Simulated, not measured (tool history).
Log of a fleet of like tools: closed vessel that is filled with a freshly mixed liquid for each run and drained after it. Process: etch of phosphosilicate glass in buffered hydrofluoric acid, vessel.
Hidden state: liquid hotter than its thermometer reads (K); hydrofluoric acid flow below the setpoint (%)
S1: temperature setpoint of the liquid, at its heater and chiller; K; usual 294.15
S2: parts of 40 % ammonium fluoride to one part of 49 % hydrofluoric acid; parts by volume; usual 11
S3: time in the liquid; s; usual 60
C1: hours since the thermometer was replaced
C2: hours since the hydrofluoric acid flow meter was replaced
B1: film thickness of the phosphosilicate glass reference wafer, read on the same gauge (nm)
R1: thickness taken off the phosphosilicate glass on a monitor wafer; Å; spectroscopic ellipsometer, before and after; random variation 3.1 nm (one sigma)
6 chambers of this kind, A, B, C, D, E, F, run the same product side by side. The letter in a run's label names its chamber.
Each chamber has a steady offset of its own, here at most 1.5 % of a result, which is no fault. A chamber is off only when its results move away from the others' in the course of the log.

Run 1D, hour 12.4: usual settings; C1 16.9; C2 1742.1; B1 119.99. Result: R1 3347.7 Å.
Run 2A, hour 24.7: usual settings; C1 272.3; C2 1683.0; B1 119.98. Result: R1 3353.2 Å.
Run 3C, hour 33.6: usual settings; C1 603.6; C2 153.9; B1 119.99. Result: R1 3321.8 Å.
Run 4F, hour 43.1: usual settings; C1 533.3; C2 403.1; B1 120.01. Result: R1 3307.2 Å.
At hour 51.2: chamber D: hydrofluoric acid flow meter replaced.
Run 5E, hour 54.8: usual settings; C1 652.4; C2 482.6; B1 120.01. Result: R1 3347.9 Å.
Run 6B, hour 63.9: usual settings; C1 161.2; C2 400.7; B1 120.02. Result: R1 3363.9 Å.
Run 7B, hour 75.8: usual settings; C1 173.1; C2 412.6; B1 119.95. Result: R1 3322.9 Å.
Run 8A, hour 83.5: usual settings; C1 331.1; C2 1741.8; B1 119.99. Result: R1 3280.6 Å.
Run 9D, hour 91.2: usual settings; C1 95.7; C2 40.0; B1 120.00. Result: R1 3370.5 Å.
Run 10E, hour 102.5: usual settings; C1 700.1; C2 530.3; B1 119.95. Result: R1 3292.1 Å.
Run 11F, hour 114.9: usual settings; C1 605.1; C2 474.9; B1 119.98. Result: R1 3316.0 Å.
Run 12C, hour 123.8: usual settings; C1 693.8; C2 244.1; B1 119.99. Result: R1 3321.5 Å.
Run 13C, hour 137.1: usual settings but S1 298.15 K, S3 95 s; C1 707.1; C2 257.4; B1 119.98. Result: R1 6684.7 Å.
Run 14A, hour 149.0: usual settings but S1 298.15 K, S3 95 s; C1 396.6; C2 1807.3; B1 120.00. Result: R1 6500.8 Å.
Run 15E, hour 162.2: usual settings but S1 298.15 K, S3 95 s; C1 759.8; C2 590.0; B1 119.98. Result: R1 6511.8 Å.
Run 16B, hour 174.5: usual settings but S1 298.15 K, S3 95 s; C1 271.8; C2 511.3; B1 120.00. Result: R1 6605.7 Å.
Run 17D, hour 188.1: usual settings but S1 298.15 K, S3 95 s; C1 192.6; C2 136.9; B1 119.98. Result: R1 6626.4 Å.
Run 18F, hour 202.7: usual settings but S1 298.15 K, S3 95 s; C1 692.9; C2 562.7; B1 120.00. Result: R1 6532.7 Å.
Run 19F, hour 217.0: usual settings; C1 707.2; C2 577.0; B1 119.96. Result: R1 3278.0 Å.
Run 20E, hour 224.5: usual settings; C1 822.1; C2 652.3; B1 120.01. Result: R1 3351.4 Å.
Run 21D, hour 239.0: usual settings; C1 243.5; C2 187.8; B1 120.00. Result: R1 3367.4 Å.
Run 22A, hour 246.7: usual settings; C1 494.3; C2 1905.0; B1 119.99. Result: R1 3294.3 Å.
Run 23B, hour 256.6: usual settings; C1 353.9; C2 593.4; B1 120.00. Result: R1 3285.2 Å.
Run 24C, hour 269.5: usual settings; C1 839.5; C2 389.8; B1 119.99. Result: R1 3389.7 Å.
Run 25C, hour 277.6: usual settings; C1 847.6; C2 397.9; B1 120.00. Result: R1 3381.5 Å.
Run 26E, hour 290.4: usual settings; C1 888.0; C2 718.2; B1 120.01. Result: R1 3417.6 Å.
Run 27B, hour 300.3: usual settings; C1 397.6; C2 637.1; B1 120.01. Result: R1 3332.9 Å.
Run 28D, hour 309.3: usual settings; C1 313.8; C2 258.1; B1 120.04. Result: R1 3353.1 Å.
Run 29A, hour 324.1: usual settings; C1 571.7; C2 1982.4; B1 119.99. Result: R1 3306.6 Å.
Run 30F, hour 331.1: usual settings; C1 821.3; C2 691.1; B1 120.01. Result: R1 3345.3 Å.
Run 31D, hour 338.3: usual settings; C1 342.8; C2 287.1; B1 120.02. Result: R1 3344.3 Å.
Run 32F, hour 350.6: usual settings; C1 840.8; C2 710.6; B1 119.98. Result: R1 3297.4 Å.
Run 33C, hour 362.8: usual settings; C1 932.8; C2 483.1; B1 119.99. Result: R1 3305.1 Å.
Run 34B, hour 376.2: usual settings; C1 473.5; C2 713.0; B1 119.98. Result: R1 3372.5 Å.
Run 35A, hour 387.5: usual settings; C1 635.1; C2 2045.8; B1 120.03. Result: R1 3345.8 Å.
Run 36E, hour 397.9: usual settings; C1 995.5; C2 825.7; B1 119.98. Result: R1 3617.2 Å.
Run 37F, hour 404.8: usual settings; C1 895.0; C2 764.8; B1 120.02. Result: R1 3370.8 Å.
Run 38C, hour 419.4: usual settings; C1 989.4; C2 539.7; B1 120.00. Result: R1 3344.1 Å.
Run 39E, hour 433.0: usual settings; C1 1030.6; C2 860.8; B1 119.96. Result: R1 3649.2 Å.
Run 40D, hour 441.4: usual settings; C1 445.9; C2 390.2; B1 119.98. Result: R1 3335.9 Å.
Run 41A, hour 454.9: usual settings; C1 702.5; C2 2113.2; B1 120.00. Result: R1 3348.1 Å.
Run 42B, hour 462.4: usual settings; C1 559.7; C2 799.2; B1 119.97. Result: R1 3324.4 Å.
Run 43D, hour 474.0: usual settings; C1 478.5; C2 422.8; B1 119.98. Result: R1 3408.8 Å.
Run 44E, hour 485.3: usual settings; C1 1082.9; C2 913.1; B1 120.00. Result: R1 3694.6 Å.

Next, every chamber runs the same settings. What will each give?
Run 45A, hour 496.3: usual settings but S2 9 parts by volume. Result: R1 ?.
Run 45B, hour 496.3: usual settings but S2 9 parts by volume. Result: R1 ?.
Run 45C, hour 496.3: usual settings but S2 9 parts by volume. Result: R1 ?.
Run 45D, hour 496.3: usual settings but S2 9 parts by volume. Result: R1 ?.
Run 45E, hour 496.3: usual settings but S2 9 parts by volume. Result: R1 ?.
Run 45F, hour 496.3: usual settings but S2 9 parts by volume. Result: R1 ?.

run      R1
45A  3938.8
45B  3890.5
45C  3988.0
45D  3894.1
45E  4276.2
45F  3942.4

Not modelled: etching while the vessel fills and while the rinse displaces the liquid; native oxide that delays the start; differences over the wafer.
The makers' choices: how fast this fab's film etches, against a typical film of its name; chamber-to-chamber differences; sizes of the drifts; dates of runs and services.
